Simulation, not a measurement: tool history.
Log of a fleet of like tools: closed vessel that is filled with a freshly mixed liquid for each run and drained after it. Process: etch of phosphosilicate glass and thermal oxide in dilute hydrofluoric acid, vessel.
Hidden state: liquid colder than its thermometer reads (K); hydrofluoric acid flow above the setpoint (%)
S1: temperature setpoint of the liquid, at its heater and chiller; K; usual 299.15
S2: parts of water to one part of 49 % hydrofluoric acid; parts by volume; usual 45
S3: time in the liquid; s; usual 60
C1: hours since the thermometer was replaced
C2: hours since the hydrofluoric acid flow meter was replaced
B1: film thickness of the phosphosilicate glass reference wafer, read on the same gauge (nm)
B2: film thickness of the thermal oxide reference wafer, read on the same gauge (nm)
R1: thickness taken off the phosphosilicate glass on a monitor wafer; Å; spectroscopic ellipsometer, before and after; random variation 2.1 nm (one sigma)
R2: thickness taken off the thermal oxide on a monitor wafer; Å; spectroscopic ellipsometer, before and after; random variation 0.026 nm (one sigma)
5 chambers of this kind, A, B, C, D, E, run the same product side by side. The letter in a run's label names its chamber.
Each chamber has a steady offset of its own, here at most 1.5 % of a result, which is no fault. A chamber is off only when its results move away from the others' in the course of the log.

run   hour      S1  S2  S3      C1      C2      B1      B2      R1      R2
 1A   12.0  299.15  45  60  1783.4   964.2  60.045  120.01  3051.6  74.236
 2B   24.3  299.15  45  60  1453.8  1620.1  59.978  120.00  3098.3  73.411
 3E   30.6  299.15  45  60   624.5   452.4  60.017  119.99  3094.9  74.356
      33.2  -- chamber C: thermometer replaced
 4D   43.8  299.15  45  60  1164.4   683.0  59.998  120.00  3110.9  73.041
 5C   56.0  299.15  45  60    22.9   261.0  59.965  120.03  3097.3  73.424
 6C   63.5  299.15  45  60    30.4   268.5  60.008  120.00  3123.7  73.464
 7A   71.4  299.15  45  60  1842.8  1023.6  59.995  120.00  3086.4  73.808
 8D   83.7  299.15  25  40  1204.3   722.9  60.030  119.99  3811.6  88.279
 9E   90.1  299.15  25  40   684.0   511.9  60.032  120.00  3775.4  90.980
      93.2  -- chamber A: thermometer replaced
10B  102.5  299.15  25  40  1532.0  1698.3  60.025  120.00  3796.8  90.254
11A  115.5  299.15  25  40    22.4  1067.7  60.005  120.00  3869.7  92.036
12D  121.9  299.15  25  40  1242.5   761.1  60.018  119.99  3830.7  89.093
13B  129.4  299.15  45  60  1558.9  1725.2  59.993  120.00  3126.8  73.470
14E  138.6  299.15  45  60   732.5   560.4  60.007  119.99  3093.4  73.671
15C  151.1  299.15  45  60   118.0   356.1  60.008  120.00  3116.8  73.240
16D  163.7  296.65  45  80  1284.3   802.9  59.979  120.00  3767.9  87.061
17E  174.5  296.65  45  80   768.4   596.3  60.006  120.01  3733.1  89.136
18B  180.5  296.65  45  80  1610.0  1776.3  59.998  119.97  3679.5  88.190
19A  187.8  296.65  45  80    94.7  1140.0  60.002  120.00  3714.5  89.211
20C  196.9  296.65  45  80   163.8   401.9  60.017  119.99  3694.6  88.018
21B  208.9  299.15  45  60  1638.4  1804.7  59.987  120.01  3091.7  73.161
22C  220.8  299.15  45  60   187.7   425.8  60.041  119.98  3127.6  73.678
     229.9  -- chamber E: hydrofluoric acid flow meter replaced
23D  232.1  295.15  45  60  1352.7   871.3  59.968  119.99  2625.1  61.543
24E  239.3  295.15  45  60   833.2     9.4  59.992  120.03  2611.8  63.184
25A  249.3  295.15  45  60   156.2  1201.5  60.015  120.00  2591.8  62.851
26D  256.4  295.15  45  60  1377.0   895.6  59.973  120.01  2598.0  61.626
27E  265.7  295.15  45  60   859.6    35.8  60.044  119.99  2625.8  62.730
28B  274.7  299.15  45  60  1704.2  1870.5  59.990  119.97  3133.2  73.335
29C  281.9  297.65  45  30   248.8   486.9  59.984  120.00  1464.3  34.399
30A  292.4  297.65  45  30   199.3  1244.6  59.990  120.01  1462.9  34.864
31B  301.7  297.65  45  30  1731.2  1897.5  60.012  120.02  1462.5  34.734
32A  310.7  297.65  45  30   217.6  1262.9  60.020  119.99  1464.0  34.916
33E  322.4  297.65  45  30   916.3    92.5  60.011  119.99  1435.7  34.882
34C  335.5  299.15  45  60   302.4   540.5  59.987  120.00  3083.2  73.411
35D  344.2  299.15  45  60  1464.8   983.4  59.993  120.00  3099.7  72.595
36B  356.0  299.15  55  60  1785.5  1951.8  60.008  120.01  2512.5  59.090
37D  364.9  299.15  55  60  1485.5  1004.1  59.997  120.00  2559.2  58.887
38C  377.2  299.15  55  60   344.1   582.2  60.008  120.01  2488.4  59.244
39A  390.1  299.15  55  60   297.0  1342.3  60.024  120.00  2495.4  60.009

Is one chamber off against the others, does the gauge drift, or is nothing wrong? If a chamber is off, say which, and what the likeliest cause is.

No chamber stands off beyond its own small offset, and the gauge holds steady.

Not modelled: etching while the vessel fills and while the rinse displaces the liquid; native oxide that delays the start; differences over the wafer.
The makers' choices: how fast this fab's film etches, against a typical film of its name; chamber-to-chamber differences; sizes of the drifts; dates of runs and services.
